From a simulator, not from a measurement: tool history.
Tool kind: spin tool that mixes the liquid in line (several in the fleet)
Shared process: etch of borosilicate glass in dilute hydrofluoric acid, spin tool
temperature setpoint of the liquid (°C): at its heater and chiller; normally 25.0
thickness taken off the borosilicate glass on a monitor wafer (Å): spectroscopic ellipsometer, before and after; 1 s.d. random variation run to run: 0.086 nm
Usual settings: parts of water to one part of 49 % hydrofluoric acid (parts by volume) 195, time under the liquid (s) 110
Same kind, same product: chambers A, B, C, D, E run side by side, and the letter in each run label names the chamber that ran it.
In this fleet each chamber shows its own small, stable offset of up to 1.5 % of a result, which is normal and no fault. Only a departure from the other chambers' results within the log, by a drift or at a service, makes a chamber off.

run,hour,temperature setpoint of the liquid (°C),parts of water to one part of 49 % hydrofluoric acid (parts by volume),time under the liquid (s),hours since the thermometer was replaced,hours since the hydrofluoric acid flow meter was replaced,"read-back film thickness of the borosilicate glass reference wafer, read on the same gauge (nm)",thickness taken off the borosilicate glass on a monitor wafer (Å)
1D,2.8,25.0,195,110,505.6,804.4,100.020,164.76
2A,6.3,25.0,195,110,598.3,1744.7,99.989,167.81
3C,9.6,25.0,195,110,1614.7,42.9,100.020,165.09
4E,13.6,25.0,195,110,1600.8,51.3,100.010,164.29
5B,18.3,25.0,195,110,1558.6,759.0,100.030,167.10
# hour 19.1: chamber D: thermometer replaced
6B,22.3,25.0,120,110,1562.6,763.0,99.987,293.38
7D,26.2,25.0,120,110,7.1,827.8,100.000,290.50
8E,29.5,25.0,120,110,1616.7,67.2,100.020,287.82
9C,33.8,25.0,120,110,1638.9,67.1,100.010,297.01
10A,36.6,25.0,120,110,628.6,1775.0,100.010,294.29
11A,39.8,25.0,155,160,631.8,1778.2,100.010,320.11
12E,44.7,25.0,155,160,1631.9,82.4,100.020,314.40
13B,49.7,25.0,155,160,1590.0,790.4,100.010,320.19
14C,52.3,25.0,155,160,1657.4,85.6,100.020,316.57
15D,56.0,25.0,155,160,36.9,857.6,100.010,313.35
16C,59.3,25.0,195,110,1664.4,92.6,100.020,164.21
17E,62.6,25.0,195,110,1649.8,100.3,99.967,164.70
18D,67.5,25.0,195,110,48.4,869.1,100.000,161.77
19B,72.6,25.0,110,145,1612.9,813.3,99.991,431.39
20A,78.0,25.0,110,145,670.0,1816.4,99.992,431.71
21D,81.3,25.0,110,145,62.2,882.9,100.030,420.04
22B,86.5,25.0,110,145,1626.8,827.2,100.010,428.36
23A,90.1,25.0,110,145,682.1,1828.5,100.010,433.98
24E,92.7,25.0,195,110,1679.9,130.4,100.020,163.50
# hour 93.0: chamber B: hydrofluoric acid flow meter replaced
25C,95.3,25.0,195,110,1700.4,128.6,100.010,162.84
26E,98.6,27.5,195,160,1685.8,136.3,99.987,262.71
27C,102.5,27.5,195,160,1707.6,135.8,99.996,261.85
28D,106.3,27.5,195,160,87.2,907.9,100.010,254.38
29A,110.2,27.5,195,160,702.2,1848.6,100.010,263.68
30B,113.8,27.5,195,160,1654.1,20.9,100.000,267.78
31A,118.9,25.0,195,110,710.9,1857.3,100.010,165.64
32B,123.7,25.0,195,110,1664.0,30.8,100.010,165.21
33D,128.0,25.0,195,110,108.9,929.6,99.984,156.11
34E,132.4,25.0,195,110,1719.6,170.1,99.988,163.84
35C,137.0,25.0,195,110,1742.1,170.3,100.020,163.72

One chamber off, gauge drift, or nothing amiss beyond the chambers' own small offsets? If it is a chamber, which one, and what is the likeliest cause?

It is chamber D that slowly wanders off from its peers.
What lies behind it: hydrofluoric acid flow below the setpoint (%) = 3.62.
The log might look much the same if the cause were instead: liquid colder than its thermometer reads (K).

Here are 4 candidates for chamber D's next run, each the usual settings with a change, their results left as question marks. Which one brings its results back in line with what the others give on the usual settings?
To be in line, a result may differ from the other chambers' mean on the usual settings by at most: thickness taken off the borosilicate glass on a monitor wafer (Å) 3.00
36D-1,141.1,25.5,195,110,,,,?
36D-2,141.1,26.5,195,110,,,,?
36D-3,141.1,25.0,195,105,,,,?
36D-4,141.1,24.5,195,110,,,,?

Mean of the other chambers on the usual settings: thickness taken off the borosilicate glass on a monitor wafer (Å) 165.34
run,thickness taken off the borosilicate glass on a monitor wafer (Å)
36D-1,160.30
36D-2,166.13
36D-3,150.30
36D-4,154.66
With 36D-2, the chamber falls back in line with the rest.

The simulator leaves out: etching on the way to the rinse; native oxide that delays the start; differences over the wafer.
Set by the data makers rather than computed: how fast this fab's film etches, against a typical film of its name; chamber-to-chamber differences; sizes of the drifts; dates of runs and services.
